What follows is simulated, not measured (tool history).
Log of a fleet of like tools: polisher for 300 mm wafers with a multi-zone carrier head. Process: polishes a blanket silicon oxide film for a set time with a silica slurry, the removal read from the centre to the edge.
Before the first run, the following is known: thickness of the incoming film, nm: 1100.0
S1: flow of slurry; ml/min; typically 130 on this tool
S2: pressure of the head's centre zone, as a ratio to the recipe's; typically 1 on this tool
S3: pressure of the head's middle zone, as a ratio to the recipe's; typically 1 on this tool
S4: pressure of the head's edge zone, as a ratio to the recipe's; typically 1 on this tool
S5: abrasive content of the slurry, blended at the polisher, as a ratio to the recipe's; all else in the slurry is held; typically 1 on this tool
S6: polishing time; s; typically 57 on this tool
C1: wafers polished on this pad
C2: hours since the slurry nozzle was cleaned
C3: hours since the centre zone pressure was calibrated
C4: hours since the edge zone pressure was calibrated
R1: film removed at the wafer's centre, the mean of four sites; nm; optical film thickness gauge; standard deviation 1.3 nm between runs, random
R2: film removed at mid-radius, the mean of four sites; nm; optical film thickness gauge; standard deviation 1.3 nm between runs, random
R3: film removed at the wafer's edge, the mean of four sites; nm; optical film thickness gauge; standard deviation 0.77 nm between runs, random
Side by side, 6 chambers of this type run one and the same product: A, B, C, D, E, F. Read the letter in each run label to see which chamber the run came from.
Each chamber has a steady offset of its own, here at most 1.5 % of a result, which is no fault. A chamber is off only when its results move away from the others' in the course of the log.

run,hour,S1,S2,S3,S4,S5,S6,C1,C2,C3,C4,R1,R2,R3
1A,5.3,130,1,1,1,1,57,135,109,315.3,210.3,128.9,127.23,126.43
# hour 7.7: chamber B: worn pad replaced by a new one
2F,9.7,130,1,1,1,1,57,297,260.2,235.5,110.6,129.32,126.44,126.65
3C,14.3,130,1,1,1,1,57,508,150.6,276.4,1033.4,128.63,128.27,127.59
4D,22.2,130,1,1,1,1,57,364,239.3,445.3,302.4,127.92,127.85,128.39
5E,27,130,1,1,1,1,57,883,637.5,633,420.4,125.7,126.65,124.61
6B,32.7,130,0.95,1,1.05,1,57,313,483.7,462.5,159.9,118.92,129.03,130.09
7D,39.7,130,0.95,1,1.05,1,57,584,256.8,462.8,319.9,121.7,129.95,129.39
8B,45.8,130,0.95,1,1.05,1,57,477,496.8,475.6,173,119.07,127.63,130.29
9A,50.9,130,0.95,1,1.05,1,57,707,154.6,360.9,255.9,119.85,128.4,131.87
10F,55.6,130,0.95,1,1.05,1,57,873,306.1,281.4,156.5,122.39,128.82,131.12
# hour 59: chamber F: worn pad replaced by a new one
11E,59.3,130,0.95,1,1.05,1,57,1288,669.8,665.3,452.7,120.38,128.76,128.55
# hour 64.9: chamber D: worn pad replaced by a new one
12C,65.8,130,1,1,1,1,57,1154,202.1,327.9,1084.9,128.38,127.63,126.99
# hour 66: chamber C: worn pad replaced by a new one
13D,72.7,130,1,1,1,1,57,98,289.8,495.8,352.9,130.06,127.01,127.41
# hour 73.4: chamber A: worn pad replaced by a new one
# hour 77.5: chamber E: worn pad replaced by a new one
14B,77.7,165,1,1,1,0.75,57,877,528.7,507.5,204.9,114.72,118.2,115.12
15F,84.1,165,1,1,1,0.75,57,315,334.6,309.9,185,118.66,116.93,115.05
16A,89.8,165,1,1,1,0.75,57,206,193.5,399.8,294.8,117.34,115.55,113.06
17E,93.7,165,1,1,1,0.75,57,203,704.2,699.7,487.1,116.46,116.17,114.66
18C,100.4,165,1,1,1,0.75,57,431,236.7,362.5,1119.5,116.34,115.99,114.21
# hour 104: chamber C: slurry nozzle cleaned
# hour 104: chamber B: worn pad replaced by a new one
19F,106.4,165,1,1,1,0.75,57,594,356.9,332.2,207.3,115.11,116.83,113.82
20C,112.8,130,1,1,1,1,57,587,8.8,374.9,1131.9,129.44,129.08,126.66
21A,119.6,130,1,1,1,1,57,579,223.3,429.6,324.6,127.33,127.84,126.37
# hour 124.4: chamber C: edge zone pressure recalibrated
22E,127.5,130,1,1,1,1,57,627,738,733.5,520.9,130.03,127.45,126.54
23B,134.4,130,1,1,1,1,57,381,585.4,564.2,261.6,128,127.43,127.56
# hour 139.3: chamber D: worn pad replaced by a new one
24D,141.6,130,1,1,1,1,57,29,358.7,564.7,421.8,126.51,126.58,127.46
# hour 141.7: chamber F: worn pad replaced by a new one
# hour 143.7: chamber A: worn pad replaced by a new one
25C,147.5,130,1,1,1,1,57,1021,43.5,409.6,23.1,127.48,128.21,127.61
26E,154,130,1,1,1,1,57,959,764.5,760,547.4,131.94,126.95,126.54
27B,160.9,130,1,1,1,1,57,713,611.9,590.7,288.1,127.09,127.07,128.43
# hour 162.4: chamber C: worn pad replaced by a new one
# hour 164.8: chamber A: centre zone pressure recalibrated
28D,168.6,130,1,1,1,1,57,368,385.7,591.7,448.8,130.34,129.86,126.43
29F,175.6,130,1,1,1,1,57,425,426.1,401.4,276.5,129.64,127.57,127.07
30A,182.6,130,1,1,1,1,57,487,286.3,17.8,387.6,124.79,127.9,126.08
31A,186.9,130,0.95,1,1.05,1,57,541,290.6,22.1,391.9,118.82,128.62,129.6
32F,192.1,130,0.95,1,1.05,1,57,632,442.6,417.9,293,119.66,126.86,131.03
# hour 192.4: chamber C: centre zone pressure recalibrated
# hour 195: chamber E: slurry nozzle cleaned
33D,195.6,130,0.95,1,1.05,1,57,706,412.7,618.7,475.8,121.71,126.81,130.99
34C,202.8,130,0.95,1,1.05,1,57,506,98.8,10.5,78.4,122.03,126.51,130.16
# hour 203.1: chamber E: worn pad replaced by a new one
35E,208,130,0.95,1,1.05,1,57,62,13,814,601.4,129.87,129.46,129.54
# hour 214.8: chamber A: worn pad replaced by a new one
36B,215.3,130,0.95,1,1.05,1,57,1394,666.3,645.1,342.5,120.95,128.44,130.17
# hour 216.3: chamber A: edge zone pressure recalibrated
# hour 217.6: chamber F: worn pad replaced by a new one
# hour 219.1: chamber D: worn pad replaced by a new one
37D,221.2,130,1,1,1,1,57,26,438.3,644.3,501.4,130.73,128.04,127.7
38F,228.3,130,1,1,0.93,1,38,134,478.8,454.1,329.2,84.948,83.363,82.535
39A,233.6,130,1,1,0.93,1,38,235,337.3,68.8,17.4,85.099,86.431,81.959
40E,240.7,130,1,1,0.93,1,38,472,45.7,846.7,634.1,94.739,85.059,81.593

All chambers now run identical settings, listed one chamber a line with results as question marks. What results will each chamber show?
41A,246.4,170,1,1,1,1,57,,,,,?,?,?
41B,246.4,170,1,1,1,1,57,,,,,?,?,?
41C,246.4,170,1,1,1,1,57,,,,,?,?,?
41D,246.4,170,1,1,1,1,57,,,,,?,?,?
41E,246.4,170,1,1,1,1,57,,,,,?,?,?
41F,246.4,170,1,1,1,1,57,,,,,?,?,?

run,R1,R2,R3
41A,133.99,133.21,131.7
41B,135.43,134.66,132.43
41C,136.29,135.57,132.56
41D,136.19,137.64,132.35
41E,149.09,136.03,131.63
41F,132.5,132.14,133.18
